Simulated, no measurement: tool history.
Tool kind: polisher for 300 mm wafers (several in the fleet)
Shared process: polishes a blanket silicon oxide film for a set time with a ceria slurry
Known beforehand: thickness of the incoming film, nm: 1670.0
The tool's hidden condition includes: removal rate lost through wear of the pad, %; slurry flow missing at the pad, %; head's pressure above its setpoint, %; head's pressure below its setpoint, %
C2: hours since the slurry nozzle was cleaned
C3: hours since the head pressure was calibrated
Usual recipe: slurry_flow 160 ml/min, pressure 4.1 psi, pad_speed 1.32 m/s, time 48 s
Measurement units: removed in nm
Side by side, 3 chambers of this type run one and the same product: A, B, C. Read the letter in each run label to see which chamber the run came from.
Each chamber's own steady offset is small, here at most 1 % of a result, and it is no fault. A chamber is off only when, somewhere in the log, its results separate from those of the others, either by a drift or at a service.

run 1B hour=8.3 | slurry_flow=160 pressure=4.1 pad_speed=1.32 time=48 | wafers_polished_on_this_pad=318 C2=469.9 C3=689.0 | removed=408.13
run 2C hour=16.2 | slurry_flow=160 pressure=4.1 pad_speed=1.32 time=48 | wafers_polished_on_this_pad=997 C2=215.1 C3=156.9 | removed=408.34
-- hour=19.2 chamber C: worn pad replaced by a new one
run 3A hour=21.7 | slurry_flow=160 pressure=4.1 pad_speed=1.32 time=48 | wafers_polished_on_this_pad=986 C2=169.7 C3=97.8 | removed=409.42
-- hour=25.9 chamber B: head pressure recalibrated
run 4A hour=26.6 | slurry_flow=160 pressure=4.1 pad_speed=1.32 time=48 | wafers_polished_on_this_pad=1070 C2=174.6 C3=102.7 | removed=409.07
run 5B hour=33.1 | slurry_flow=160 pressure=4.1 pad_speed=1.32 time=48 | wafers_polished_on_this_pad=747 C2=494.7 C3=7.2 | removed=413.29
-- hour=35.8 chamber B: worn pad replaced by a new one
run 6C hour=41.0 | slurry_flow=160 pressure=4.1 pad_speed=1.32 time=48 | wafers_polished_on_this_pad=377 C2=239.9 C3=181.7 | removed=417.78
run 7C hour=49.3 | slurry_flow=160 pressure=4.1 pad_speed=1.32 time=48 | wafers_polished_on_this_pad=520 C2=248.2 C3=190.0 | removed=421.20
-- hour=49.7 chamber A: worn pad replaced by a new one
run 8B hour=53.9 | slurry_flow=160 pressure=4.1 pad_speed=1.32 time=48 | wafers_polished_on_this_pad=313 C2=515.5 C3=28.0 | removed=404.80
run 9A hour=61.0 | slurry_flow=160 pressure=4.1 pad_speed=1.32 time=48 | wafers_polished_on_this_pad=196 C2=209.0 C3=137.1 | removed=414.61
run 10C hour=66.5 | slurry_flow=160 pressure=4.1 pad_speed=1.32 time=48 | wafers_polished_on_this_pad=818 C2=265.4 C3=207.2 | removed=421.21
run 11A hour=72.5 | slurry_flow=160 pressure=4.1 pad_speed=1.32 time=48 | wafers_polished_on_this_pad=395 C2=220.5 C3=148.6 | removed=416.17
-- hour=77.8 chamber B: worn pad replaced by a new one
run 12B hour=80.9 | slurry_flow=160 pressure=4.1 pad_speed=1.32 time=48 | wafers_polished_on_this_pad=54 C2=542.5 C3=55.0 | removed=414.32
run 13C hour=87.1 | slurry_flow=160 pressure=4.1 pad_speed=1.32 time=48 | wafers_polished_on_this_pad=1174 C2=286.0 C3=227.8 | removed=414.74
-- hour=89.5 chamber C: worn pad replaced by a new one
run 14B hour=95.1 | slurry_flow=160 pressure=4.1 pad_speed=1.32 time=48 | wafers_polished_on_this_pad=300 C2=556.7 C3=69.2 | removed=414.83
run 15A hour=101.4 | slurry_flow=160 pressure=4.1 pad_speed=1.32 time=48 | wafers_polished_on_this_pad=895 C2=249.4 C3=177.5 | removed=416.68
run 16C hour=108.9 | slurry_flow=160 pressure=4.1 pad_speed=1.32 time=48 | wafers_polished_on_this_pad=336 C2=307.8 C3=249.6 | removed=415.74
-- hour=116.2 chamber B: worn pad replaced by a new one
run 17A hour=116.4 | slurry_flow=160 pressure=4.1 pad_speed=1.32 time=48 | wafers_polished_on_this_pad=1154 C2=264.4 C3=192.5 | removed=417.71
run 18B hour=124.4 | slurry_flow=160 pressure=4.1 pad_speed=1.32 time=48 | wafers_polished_on_this_pad=142 C2=586.0 C3=98.5 | removed=414.60
-- hour=126.4 chamber A: worn pad replaced by a new one
run 19C hour=132.4 | slurry_flow=160 pressure=4.1 pad_speed=1.32 time=48 | wafers_polished_on_this_pad=742 C2=331.3 C3=273.1 | removed=405.46
run 20B hour=140.1 | slurry_flow=160 pressure=4.1 pad_speed=1.32 time=48 | wafers_polished_on_this_pad=413 C2=601.7 C3=114.2 | removed=413.63
run 21A hour=147.7 | slurry_flow=160 pressure=4.1 pad_speed=1.32 time=48 | wafers_polished_on_this_pad=369 C2=295.7 C3=223.8 | removed=405.77
-- hour=147.8 chamber C: worn pad replaced by a new one
-- hour=150.6 chamber B: slurry nozzle cleaned
run 22C hour=156.1 | slurry_flow=160 pressure=4.1 pad_speed=1.32 time=48 | wafers_polished_on_this_pad=144 C2=355.0 C3=296.8 | removed=419.58
-- hour=157.8 chamber B: worn pad replaced by a new one
run 23B hour=161.3 | slurry_flow=205 pressure=4.1 pad_speed=1.14 time=48 | wafers_polished_on_this_pad=61 C2=10.8 C3=135.4 | removed=365.83
run 24A hour=165.3 | slurry_flow=205 pressure=4.1 pad_speed=1.14 time=48 | wafers_polished_on_this_pad=673 C2=313.3 C3=241.4 | removed=372.00
run 25A hour=172.1 | slurry_flow=205 pressure=4.1 pad_speed=1.14 time=48 | wafers_polished_on_this_pad=791 C2=320.1 C3=248.2 | removed=369.36
run 26B hour=180.0 | slurry_flow=160 pressure=4.1 pad_speed=1.32 time=48 | wafers_polished_on_this_pad=384 C2=29.5 C3=154.1 | removed=423.60
run 27C hour=183.8 | slurry_flow=160 pressure=3.3 pad_speed=1.32 time=37 | wafers_polished_on_this_pad=624 C2=382.7 C3=324.5 | removed=256.88
run 28B hour=190.1 | slurry_flow=160 pressure=3.3 pad_speed=1.32 time=37 | wafers_polished_on_this_pad=559 C2=39.6 C3=164.2 | removed=255.32
run 29C hour=194.3 | slurry_flow=160 pressure=3.3 pad_speed=1.32 time=37 | wafers_polished_on_this_pad=805 C2=393.2 C3=335.0 | removed=256.68
-- hour=199.3 chamber A: worn pad replaced by a new one
run 30A hour=200.4 | slurry_flow=160 pressure=4.1 pad_speed=1.32 time=48 | wafers_polished_on_this_pad=20 C2=348.4 C3=276.5 | removed=413.90
run 31A hour=204.7 | slurry_flow=160 pressure=4.1 pad_speed=1.32 time=48 | wafers_polished_on_this_pad=94 C2=352.7 C3=280.8 | removed=412.45
-- hour=205.3 chamber C: worn pad replaced by a new one
run 32C hour=211.4 | slurry_flow=160 pressure=4.1 pad_speed=1.32 time=48 | wafers_polished_on_this_pad=106 C2=410.3 C3=352.1 | removed=425.15

Each of the 3 chambers runs these same settings next. Fill in every chamber's results:
run 33A hour=217.4 | slurry_flow=160 pressure=4.1 pad_speed=0.88 time=48 | removed=?
run 33B hour=217.4 | slurry_flow=160 pressure=4.1 pad_speed=0.88 time=48 | removed=?
run 33C hour=217.4 | slurry_flow=160 pressure=4.1 pad_speed=0.88 time=48 | removed=?

run=33A removed=272.97
run=33B removed=272.88
run=33C removed=276.96
